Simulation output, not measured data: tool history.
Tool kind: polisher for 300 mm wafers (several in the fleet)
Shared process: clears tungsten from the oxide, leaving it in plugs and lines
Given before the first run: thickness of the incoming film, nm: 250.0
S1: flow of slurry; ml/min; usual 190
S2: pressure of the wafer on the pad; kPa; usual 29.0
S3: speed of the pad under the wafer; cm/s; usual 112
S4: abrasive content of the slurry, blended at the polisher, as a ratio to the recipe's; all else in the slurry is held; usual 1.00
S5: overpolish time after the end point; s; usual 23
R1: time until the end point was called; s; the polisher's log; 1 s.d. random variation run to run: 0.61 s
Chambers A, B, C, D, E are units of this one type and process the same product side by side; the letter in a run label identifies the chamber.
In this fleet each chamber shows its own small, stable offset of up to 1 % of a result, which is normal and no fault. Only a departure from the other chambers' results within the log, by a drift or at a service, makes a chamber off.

-- hour=3.0 chamber D: worn pad replaced by a new one
-- hour=5.3 chamber D: slurry tank refilled with fresh slurry and peroxide
-- hour=5.4 chamber A: slurry tank refilled with fresh slurry and peroxide
run 1A hour=6.9 | S1=190 S2=29.0 S3=112 S4=1.00 S5=23 | R1=35.494
-- hour=15.0 chamber C: slurry tank refilled with fresh slurry and peroxide
run 2B hour=16.2 | S1=190 S2=29.0 S3=112 S4=1.00 S5=23 | R1=36.123
-- hour=18.0 chamber B: worn pad replaced by a new one
run 3E hour=23.1 | S1=190 S2=29.0 S3=112 S4=1.00 S5=23 | R1=36.493
-- hour=29.4 chamber E: worn pad replaced by a new one
run 4D hour=32.7 | S1=190 S2=29.0 S3=112 S4=1.00 S5=23 | R1=34.747
-- hour=36.8 chamber B: slurry tank refilled with fresh slurry and peroxide
run 5C hour=43.6 | S1=190 S2=26.2 S3=112 S4=1.00 S5=23 | R1=37.846
run 6B hour=59.1 | S1=190 S2=26.2 S3=112 S4=1.00 S5=23 | R1=40.162
-- hour=64.5 chamber A: slurry blender recalibrated
run 7C hour=69.3 | S1=190 S2=26.2 S3=112 S4=1.00 S5=23 | R1=39.059
run 8E hour=77.0 | S1=190 S2=26.2 S3=112 S4=1.00 S5=23 | R1=38.989
-- hour=84.5 chamber E: slurry tank refilled with fresh slurry and peroxide
run 9A hour=87.5 | S1=190 S2=26.2 S3=112 S4=1.00 S5=23 | R1=39.218
-- hour=95.4 chamber C: worn pad replaced by a new one
run 10D hour=98.5 | S1=190 S2=29.0 S3=112 S4=1.00 S5=23 | R1=34.932
-- hour=101.9 chamber D: worn pad replaced by a new one
-- hour=104.2 chamber C: slurry nozzle cleaned
-- hour=112.8 chamber D: slurry tank refilled with fresh slurry and peroxide
run 11E hour=113.9 | S1=190 S2=29.0 S3=112 S4=1.00 S5=23 | R1=34.359
-- hour=121.3 chamber C: head pressure recalibrated
run 12C hour=125.2 | S1=190 S2=29.0 S3=112 S4=1.00 S5=23 | R1=34.389
-- hour=131.5 chamber A: head pressure recalibrated
run 13D hour=138.6 | S1=145 S2=37.2 S3=112 S4=1.00 S5=23 | R1=28.514
-- hour=141.9 chamber A: worn pad replaced by a new one
run 14A hour=149.3 | S1=145 S2=37.2 S3=112 S4=1.00 S5=23 | R1=27.332
-- hour=151.4 chamber B: head pressure recalibrated
run 15B hour=164.2 | S1=145 S2=37.2 S3=112 S4=1.00 S5=23 | R1=29.212
-- hour=166.3 chamber C: slurry blender recalibrated
-- hour=167.4 chamber C: slurry tank refilled with fresh slurry and peroxide
-- hour=172.9 chamber D: slurry blender recalibrated
-- hour=174.7 chamber B: worn pad replaced by a new one
run 16E hour=177.3 | S1=145 S2=37.2 S3=112 S4=1.00 S5=23 | R1=28.357
run 17C hour=186.1 | S1=145 S2=37.2 S3=112 S4=1.00 S5=23 | R1=28.478
-- hour=188.8 chamber C: worn pad replaced by a new one
-- hour=193.0 chamber B: slurry tank refilled with fresh slurry and peroxide
run 18A hour=199.0 | S1=190 S2=29.0 S3=112 S4=1.00 S5=23 | R1=35.378
-- hour=200.7 chamber A: slurry tank refilled with fresh slurry and peroxide
-- hour=201.0 chamber E: slurry tank refilled with fresh slurry and peroxide
-- hour=206.2 chamber D: worn pad replaced by a new one
run 19D hour=207.3 | S1=190 S2=29.0 S3=112 S4=1.00 S5=23 | R1=33.408
-- hour=214.9 chamber A: slurry blender recalibrated
run 20B hour=222.1 | S1=190 S2=29.0 S3=112 S4=1.00 S5=23 | R1=35.459
-- hour=229.2 chamber E: worn pad replaced by a new one
-- hour=236.0 chamber D: slurry tank refilled with fresh slurry and peroxide
run 21B hour=236.4 | S1=190 S2=29.0 S3=112 S4=1.00 S5=23 | R1=34.701
run 22C hour=251.7 | S1=190 S2=29.0 S3=112 S4=1.00 S5=23 | R1=34.929
run 23A hour=266.8 | S1=190 S2=29.0 S3=112 S4=1.00 S5=23 | R1=35.346
-- hour=269.4 chamber B: slurry nozzle cleaned
run 24D hour=273.7 | S1=190 S2=29.0 S3=112 S4=1.00 S5=23 | R1=35.376
-- hour=276.1 chamber E: slurry nozzle cleaned
-- hour=286.9 chamber A: worn pad replaced by a new one
-- hour=288.1 chamber C: worn pad replaced by a new one
run 25E hour=288.8 | S1=190 S2=29.0 S3=112 S4=1.00 S5=23 | R1=35.443
-- hour=289.1 chamber E: slurry blender recalibrated
-- hour=295.0 chamber D: worn pad replaced by a new one
-- hour=295.3 chamber B: worn pad replaced by a new one
run 26A hour=302.0 | S1=190 S2=29.0 S3=112 S4=1.00 S5=23 | R1=34.376
run 27C hour=312.7 | S1=190 S2=29.0 S3=112 S4=1.00 S5=23 | R1=33.801
-- hour=315.3 chamber E: slurry tank refilled with fresh slurry and peroxide
run 28E hour=321.2 | S1=190 S2=29.0 S3=112 S4=1.00 S5=23 | R1=36.527
run 29B hour=328.4 | S1=190 S2=29.0 S3=112 S4=1.20 S5=23 | R1=33.706
run 30D hour=336.3 | S1=190 S2=29.0 S3=112 S4=1.20 S5=23 | R1=34.128
-- hour=345.5 chamber C: slurry tank refilled with fresh slurry and peroxide
-- hour=347.7 chamber A: slurry blender recalibrated
-- hour=349.1 chamber D: slurry nozzle cleaned
run 31C hour=351.6 | S1=190 S2=29.0 S3=112 S4=1.20 S5=23 | R1=33.893
-- hour=355.7 chamber A: slurry tank refilled with fresh slurry and peroxide
-- hour=359.6 chamber D: slurry tank refilled with fresh slurry and peroxide
-- hour=361.8 chamber B: slurry tank refilled with fresh slurry and peroxide
run 32E hour=365.0 | S1=190 S2=29.0 S3=112 S4=1.20 S5=23 | R1=32.421
-- hour=372.8 chamber C: worn pad replaced by a new one
-- hour=373.4 chamber C: slurry nozzle cleaned
run 33D hour=374.0 | S1=190 S2=29.0 S3=112 S4=1.20 S5=23 | R1=34.111
run 34B hour=386.2 | S1=190 S2=29.0 S3=112 S4=0.75 S5=23 | R1=37.210
-- hour=397.7 chamber E: worn pad replaced by a new one
run 35A hour=398.9 | S1=190 S2=29.0 S3=112 S4=0.75 S5=23 | R1=38.025
-- hour=399.4 chamber D: worn pad replaced by a new one
run 36E hour=407.2 | S1=190 S2=29.0 S3=112 S4=0.75 S5=23 | R1=37.454
run 37D hour=418.9 | S1=190 S2=29.0 S3=112 S4=0.75 S5=23 | R1=37.770
-- hour=423.0 chamber A: slurry nozzle cleaned
run 38C hour=427.1 | S1=190 S2=29.0 S3=112 S4=0.75 S5=23 | R1=37.543
run 39A hour=440.5 | S1=190 S2=29.0 S3=112 S4=1.00 S5=23 | R1=35.223
-- hour=447.9 chamber B: worn pad replaced by a new one
run 40B hour=454.1 | S1=190 S2=29.0 S3=112 S4=1.00 S5=23 | R1=35.021
-- hour=460.7 chamber C: worn pad replaced by a new one
run 41C hour=469.0 | S1=190 S2=29.0 S3=112 S4=1.00 S5=23 | R1=35.175

What goes on in this fleet: one chamber off, a drifting gauge, or nothing beyond the chambers' own small offsets? Name the chamber and the cause, if any.

No chamber stands off beyond its own small offset, and the gauge holds steady.
